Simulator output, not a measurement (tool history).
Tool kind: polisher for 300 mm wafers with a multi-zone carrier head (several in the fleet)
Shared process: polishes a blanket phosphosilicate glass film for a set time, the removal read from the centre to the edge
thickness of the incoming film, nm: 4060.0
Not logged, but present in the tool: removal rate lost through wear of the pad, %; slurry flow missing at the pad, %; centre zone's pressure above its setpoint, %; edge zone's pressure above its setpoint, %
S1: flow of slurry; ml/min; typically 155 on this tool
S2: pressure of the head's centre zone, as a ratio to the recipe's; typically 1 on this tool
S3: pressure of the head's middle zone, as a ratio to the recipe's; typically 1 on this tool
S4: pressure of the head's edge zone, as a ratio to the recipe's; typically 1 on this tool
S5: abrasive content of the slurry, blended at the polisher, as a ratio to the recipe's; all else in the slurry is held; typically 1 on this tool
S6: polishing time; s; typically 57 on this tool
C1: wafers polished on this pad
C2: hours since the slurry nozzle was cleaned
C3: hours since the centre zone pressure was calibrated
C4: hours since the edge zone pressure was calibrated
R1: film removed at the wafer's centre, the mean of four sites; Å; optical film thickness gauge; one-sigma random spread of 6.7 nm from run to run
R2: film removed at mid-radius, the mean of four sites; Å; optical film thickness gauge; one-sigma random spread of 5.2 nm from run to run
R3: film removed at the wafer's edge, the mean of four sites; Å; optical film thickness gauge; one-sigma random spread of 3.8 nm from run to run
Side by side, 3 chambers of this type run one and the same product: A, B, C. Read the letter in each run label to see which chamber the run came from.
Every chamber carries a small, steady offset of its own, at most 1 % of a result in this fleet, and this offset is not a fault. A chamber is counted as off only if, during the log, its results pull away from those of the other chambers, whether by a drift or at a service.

Run 1B, hour 8: usual settings; C1 671; C2 332.1; C3 316; C4 82.7. Result: R1 5027.2 Å, R2 4839.3 Å, R3 4944.3 Å.
At hour 11.7: chamber C: slurry nozzle cleaned.
At hour 16.3: chamber B: worn pad replaced by a new one.
Run 2C, hour 16.9: usual settings; C1 208; C2 5.2; C3 315.3; C4 839.8. Result: R1 5135.3 Å, R2 4999.5 Å, R3 5015.5 Å.
Run 3A, hour 25.7: usual settings; C1 396; C2 156.9; C3 222.3; C4 780.9. Result: R1 4896.1 Å, R2 4918.1 Å, R3 4934.7 Å.
Run 4B, hour 31.6: usual settings; C1 184; C2 355.7; C3 339.6; C4 106.3. Result: R1 4865.6 Å, R2 4908.7 Å, R3 4943.4 Å.
Run 5C, hour 43.8: usual settings; C1 532; C2 32.1; C3 342.2; C4 866.7. Result: R1 4999 Å, R2 4980.4 Å, R3 5038.8 Å.
At hour 46.9: chamber A: worn pad replaced by a new one.
Run 6A, hour 55.8: usual settings; C1 108; C2 187; C3 252.4; C4 811. Result: R1 4948.4 Å, R2 4983 Å, R3 4974.2 Å.
At hour 57.3: chamber C: edge zone pressure recalibrated.
Run 7C, hour 64: usual settings; C1 776; C2 52.3; C3 362.4; C4 6.8. Result: R1 4912.2 Å, R2 4976.2 Å, R3 4972.5 Å.
At hour 69.7: chamber C: worn pad replaced by a new one.
Run 8A, hour 72.3: usual settings but S1 130 ml/min, S4 1.06; C1 306; C2 203.5; C3 268.9; C4 827.5. Result: R1 4659.6 Å, R2 4667.8 Å, R3 4945.4 Å.
Run 9B, hour 80.4: usual settings but S1 130 ml/min, S4 1.06; C1 772; C2 404.5; C3 388.4; C4 155.1. Result: R1 4775.3 Å, R2 4793.8 Å, R3 5057.9 Å.
At hour 83.6: chamber B: worn pad replaced by a new one.
Run 10C, hour 87.9: usual settings but S1 130 ml/min, S4 1.06; C1 219; C2 76.2; C3 386.3; C4 30.7. Result: R1 4947.2 Å, R2 4845.7 Å, R3 5048.6 Å.
Run 11B, hour 99.7: usual settings but S3 1.09; C1 194; C2 423.8; C3 407.7; C4 174.4. Result: R1 4926.3 Å, R2 5283.9 Å, R3 4983.5 Å.
At hour 101.5: chamber A: worn pad replaced by a new one.
Run 12A, hour 107.5: usual settings but S3 1.09; C1 73; C2 238.7; C3 304.1; C4 862.7. Result: R1 4812.3 Å, R2 5332.1 Å, R3 5011.3 Å.
Run 13A, hour 117.6: usual settings but S3 1.09; C1 194; C2 248.8; C3 314.2; C4 872.8. Result: R1 4784.9 Å, R2 5189.7 Å, R3 5004.4 Å.
At hour 123.5: chamber C: worn pad replaced by a new one.
Run 14C, hour 124.3: usual settings; C1 10; C2 112.6; C3 422.7; C4 67.1. Result: R1 5059.5 Å, R2 5072.2 Å, R3 5039.5 Å.
At hour 126.9: chamber C: centre zone pressure recalibrated.
Run 15B, hour 135.7: usual settings; C1 627; C2 459.8; C3 443.7; C4 210.4. Result: R1 4796.7 Å, R2 4992.4 Å, R3 5054.7 Å.
Run 16C, hour 144: usual settings; C1 247; C2 132.3; C3 17.2; C4 86.8. Result: R1 5643.6 Å, R2 4951.3 Å, R3 4944 Å.
Run 17A, hour 149.9: usual settings but S3 0.94; C1 583; C2 281.1; C3 346.5; C4 905.1. Result: R1 4798.3 Å, R2 4579.7 Å, R3 4944.9 Å.
At hour 151.8: chamber B: worn pad replaced by a new one.
At hour 152.1: chamber A: worn pad replaced by a new one.
Run 18B, hour 159.6: usual settings but S3 0.94; C1 94; C2 483.7; C3 467.6; C4 234.3. Result: R1 5055.8 Å, R2 4701.2 Å, R3 5019.2 Å.
Run 19B, hour 169.8: usual settings but S3 0.94; C1 216; C2 493.9; C3 477.8; C4 244.5. Result: R1 4975.9 Å, R2 4670.2 Å, R3 4957.7 Å.
Run 20A, hour 177.7: usual settings; C1 308; C2 308.9; C3 374.3; C4 932.9. Result: R1 4928.6 Å, R2 4933.5 Å, R3 4889 Å.
At hour 181.2: chamber C: worn pad replaced by a new one.
Run 21C, hour 187.3: usual settings but S4 1.1, S5 1.25; C1 74; C2 175.6; C3 60.5; C4 130.1. Result: R1 6105.4 Å, R2 5438.8 Å, R3 5780.4 Å.
Run 22A, hour 198.1: usual settings but S4 1.1, S5 1.25; C1 554; C2 329.3; C3 394.7; C4 953.3. Result: R1 5424.4 Å, R2 5274.5 Å, R3 5759.8 Å.
At hour 202: chamber A: worn pad replaced by a new one.
Run 23B, hour 206.6: usual settings but S4 1.1, S5 1.25; C1 660; C2 530.7; C3 514.6; C4 281.3. Result: R1 5424.6 Å, R2 5520.6 Å, R3 5772.7 Å.
Run 24C, hour 212.9: usual settings; C1 382; C2 201.2; C3 86.1; C4 155.7. Result: R1 5523.5 Å, R2 4994 Å, R3 5004.8 Å.
Run 25B, hour 218.3: usual settings; C1 801; C2 542.4; C3 526.3; C4 293. Result: R1 4945.6 Å, R2 4941.8 Å, R3 4969.9 Å.
Run 26A, hour 227.2: usual settings; C1 304; C2 358.4; C3 423.8; C4 982.4. Result: R1 4965.7 Å, R2 4913.3 Å, R3 4988.7 Å.
At hour 228.3: chamber B: worn pad replaced by a new one.
Run 27C, hour 235.7: usual settings; C1 657; C2 224; C3 108.9; C4 178.5. Result: R1 5521.2 Å, R2 4963.5 Å, R3 4985 Å.
At hour 236.8: chamber C: worn pad replaced by a new one.
Run 28B, hour 242: usual settings but S6 66 s; C1 165; C2 566.1; C3 550; C4 316.7. Result: R1 5704.8 Å, R2 5812 Å, R3 5685.3 Å.
Run 29C, hour 254.2: usual settings but S6 66 s; C1 209; C2 242.5; C3 127.4; C4 197. Result: R1 6417 Å, R2 5845.6 Å, R3 5804.5 Å.
Run 30A, hour 262.4: usual settings but S6 66 s; C1 728; C2 393.6; C3 459; C4 1017.6. Result: R1 5549.5 Å, R2 5601.8 Å, R3 5684.6 Å.
At hour 265.4: chamber A: worn pad replaced by a new one.
At hour 270: chamber A: centre zone pressure recalibrated.
Run 31C, hour 273.6: usual settings but S3 0.88, S5 0.9; C1 443; C2 261.9; C3 146.8; C4 216.4. Result: R1 5530.9 Å, R2 4141 Å, R3 4738.7 Å.
Run 32A, hour 283.8: usual settings but S3 0.88, S5 0.9; C1 222; C2 415; C3 13.9; C4 1039. Result: R1 4632.9 Å, R2 4125.6 Å, R3 4749.5 Å.
Run 33B, hour 291.1: usual settings but S3 0.88, S5 0.9; C1 756; C2 615.2; C3 599.1; C4 365.8. Result: R1 4628.2 Å, R2 4214.1 Å, R3 4726.7 Å.

Is one chamber out of step, is the gauge drifting, or do the chambers differ by no more than their own small offsets? For an off chamber, give its letter and the likeliest cause.

The work done on chamber C during a service left it standing apart from the others.
Most likely cause: centre zone's pressure above its setpoint, % = 11.8.

Chamber C could run next with any of the 4 candidate recipes listed below; each alters the usual settings, and their results appear as question marks. Which one brings its results back in line with what the other chambers deliver on the usual settings?
Allowed miss from the other chambers' usual-settings mean, per result, to count as in line: R1 230 Å; R2 180 Å; R3 130 Å
Run 34C-1, hour 300.1: usual settings but S1 145 ml/min, S2 0.9, S3 1.02, S4 1.03, S6 56 s. Result: R1 ?, R2 ?, R3 ?.
Run 34C-2, hour 300.1: usual settings but S1 165 ml/min, S2 1.1, S3 0.98, S4 0.97, S6 58 s. Result: R1 ?, R2 ?, R3 ?.
Run 34C-3, hour 300.1: usual settings but S1 150 ml/min, S2 0.96, S3 1.01, S4 1.01. Result: R1 ?, R2 ?, R3 ?.
Run 34C-4, hour 300.1: usual settings but S1 160 ml/min, S2 1.04, S3 0.99, S4 0.99. Result: R1 ?, R2 ?, R3 ?.

The other chambers' mean on the usual settings: R1 4923.8 Å; R2 4933.9 Å; R3 4958.2 Å
  run      R1      R2      R3
34C-1  4908.6  4934.4  4932.6
34C-2  6491.7    5035  5039.8
34C-3  5400.6  5007.1  4993.2
34C-4    5969  4970.2  4985.1
The right change is 34C-1: it brings the chamber back within the allowed miss of the others.
